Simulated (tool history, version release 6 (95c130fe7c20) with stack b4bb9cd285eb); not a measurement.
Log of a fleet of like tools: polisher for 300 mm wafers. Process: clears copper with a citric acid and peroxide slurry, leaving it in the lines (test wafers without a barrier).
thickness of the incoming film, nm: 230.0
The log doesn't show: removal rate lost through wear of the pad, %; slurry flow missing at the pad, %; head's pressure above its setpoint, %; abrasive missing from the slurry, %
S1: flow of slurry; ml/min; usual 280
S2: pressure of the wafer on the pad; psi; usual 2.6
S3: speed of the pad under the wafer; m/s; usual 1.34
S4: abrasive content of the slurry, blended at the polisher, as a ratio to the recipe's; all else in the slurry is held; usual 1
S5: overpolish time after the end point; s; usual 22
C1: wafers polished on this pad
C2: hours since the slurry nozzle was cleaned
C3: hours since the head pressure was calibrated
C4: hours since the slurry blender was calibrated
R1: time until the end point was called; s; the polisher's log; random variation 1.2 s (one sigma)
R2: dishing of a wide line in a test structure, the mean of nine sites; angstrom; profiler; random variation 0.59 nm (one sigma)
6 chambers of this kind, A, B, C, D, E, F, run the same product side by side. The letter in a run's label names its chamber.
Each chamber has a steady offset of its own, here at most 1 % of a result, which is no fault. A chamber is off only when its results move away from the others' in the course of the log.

run   hour   S1   S2    S3    S4  S5    C1     C2      C3     C4      R1      R2
       4.5  -- chamber E: worn pad replaced by a new one
       5.9  -- chamber D: worn pad replaced by a new one
 1B   14.5  280  2.6  1.34     1  22   205     87   825.4  479.5  83.974  364.92
      15.8  -- chamber F: slurry blender recalibrated
 2E   24.5  280  2.6  1.34     1  22   195   67.3   714.8  361.3  84.652  374.23
      25.9  -- chamber F: head pressure recalibrated
      28.9  -- chamber B: slurry blender recalibrated
 3D   37.4  280  2.6  1.34     1  22   306  318.1   537.4  151.4  82.679  368.85
      38.7  -- chamber C: slurry nozzle cleaned
 4C   49.2  280  2.6  1.34     1  22   818   10.6    71.8   55.8  84.744  364.54
 5F   57.1  280  2.6  1.34     1  22   579  629.4    31.3   41.4  83.818  365.77
 6A     67  280  2.6  1.34     1  22   893  325.7    92.4  278.1    83.5  367.34
      68.3  -- chamber A: slurry blender recalibrated
      71.2  -- chamber B: worn pad replaced by a new one
      77.3  -- chamber D: slurry blender recalibrated
 7A   78.6  280  2.6  1.34     1  22  1005  337.3     104   10.3  82.459  367.44
      79.1  -- chamber A: worn pad replaced by a new one
      79.6  -- chamber F: worn pad replaced by a new one
      92.1  -- chamber D: worn pad replaced by a new one
 8F   93.2  280  2.6  1.34     1  22   132  665.5    67.4   77.5  85.652  376.86
 9D  101.6  280  2.6  1.34     1  22    93  382.3   601.6   24.4  83.415  367.01
     104.3  -- chamber C: worn pad replaced by a new one
10E  113.2  280  2.6  1.34     1  22  1057    156   803.5    450  84.156  374.06
     120.4  -- chamber E: worn pad replaced by a new one
11B  122.4  280  2.6  1.34     1  22   498  194.9   933.3   93.5  85.897  374.77
12C  129.8  280  2.6   1.1     1  15   248   91.2   152.4  136.4  102.67  233.29
       144  -- chamber E: slurry blender recalibrated
13E  144.6  280  2.6   1.1     1  15   236  187.4   834.9    0.6  101.48  231.37
       147  -- chamber B: worn pad replaced by a new one
14C  157.4  280  2.6   1.1     1  15   516  118.8     180    164  102.65  233.22
     158.5  -- chamber F: worn pad replaced by a new one
     158.8  -- chamber F: slurry nozzle cleaned
15F    169  280  2.6   1.1     1  15   102   10.3   143.2  153.3  100.63  229.25
     171.3  -- chamber D: worn pad replaced by a new one
16B  175.5  280  2.6   1.1     1  15   277    248   986.4  146.6  101.58  228.74
     176.2  -- chamber C: slurry blender recalibrated
17A  189.3  280  2.6   1.1     1  15  1071    448   214.7    121  103.32  237.06
18D  197.1  280  2.6  1.34  0.85  11   251  477.8   697.1  119.9   88.47  206.36
       199  -- chamber A: worn pad replaced by a new one
     200.9  -- chamber F: slurry blender recalibrated
19D  211.7  280  2.6  1.34  0.85  11   393  492.4   711.7  134.5  85.857  204.03
     219.4  -- chamber B: worn pad replaced by a new one
20E  223.5  280  2.6  1.34  0.85  11  1003  266.3   913.8   79.5  86.918  199.79
21B  235.8  280  2.6  1.34  0.85  11   160  308.3  1046.7  206.9  85.828  200.02
     238.6  -- chamber C: worn pad replaced by a new one
     244.9  -- chamber D: slurry blender recalibrated
22A  245.8  280  2.6  1.34  0.85  11   455  504.5   271.2  177.5  87.492  205.66
     247.5  -- chamber F: worn pad replaced by a new one
     247.7  -- chamber D: slurry nozzle cleaned
23F  256.7  280  2.6  1.34  0.85  11    90     98   230.9   55.8  86.484  201.19
     259.7  -- chamber D: worn pad replaced by a new one
     263.5  -- chamber E: worn pad replaced by a new one
24C  268.9  200  2.6  1.14     1  22   295  230.3   291.5   92.7  103.41  321.44
25D  276.4  200  2.6  1.14     1  22   163   28.8   776.4   31.6  101.84  322.85
26E  285.1  200  2.6  1.14     1  22   210  327.9   975.4  141.1  101.97  317.39
     295.7  -- chamber E: head pressure recalibrated
27A  299.1  200  2.6  1.14     1  22   973  557.8   324.5  230.8  102.17  314.32
28F  306.4  200  2.6  1.14     1  22   573  147.7   280.6  105.5   101.3  318.58
     307.4  -- chamber A: worn pad replaced by a new one
     309.8  -- chamber B: worn pad replaced by a new one
29B  318.3  200  2.6  1.14     1  22    83  390.8  1129.2  289.4  102.99  317.75
30C  329.4  280  2.6  1.34     1  22   883  290.8     352  153.2  84.091  368.68
31F  336.7  280  2.6  1.34  1.15  22   868    178   310.9  135.8  81.429  369.94
       345  -- chamber B: slurry nozzle cleaned
     348.7  -- chamber D: worn pad replaced by a new one
32A  349.4  280  2.6  1.34  1.15  22   409  608.1   374.8  281.1  81.044  384.73
     353.2  -- chamber C: worn pad replaced by a new one
33B  359.7  280  2.6  1.34  1.15  22   485   14.7  1170.6  330.8  80.118   365.6
34D  370.5  280  2.6  1.34  1.15  22   212  122.9   870.5  125.7  80.356  377.03
     375.5  -- chamber E: slurry nozzle cleaned
35C  377.9  280  2.6  1.34  1.15  22   241  339.3   400.5  201.7  82.757  387.04
36E  389.9  280  2.6  1.34  1.15  22  1229   14.5    94.3  245.9  81.325  376.44
37B  397.9  280  2.6  1.34     1  22   857   52.9  1208.8    369  84.008  360.39
38C  407.2  280  2.6  1.34     1  22   525  368.6   429.8    231  86.575  371.92

Next, every chamber runs the same settings. What will each give?
39A  417.8  280  2.6  1.34   1  22                   ?   ?
39B  417.8  280  2.6  1.34   1  22                   ?   ?
39C  417.8  280  2.6  1.34   1  22                   ?   ?
39D  417.8  280  2.6  1.34   1  22                   ?   ?
39E  417.8  280  2.6  1.34   1  22                   ?   ?
39F  417.8  280  2.6  1.34   1  22                   ?   ?

run      R1      R2
39A   85.25  371.59
39B  86.621  351.52
39C  84.036   371.8
39D  82.471  367.75
39E  85.148  358.14
39F  85.351  373.87
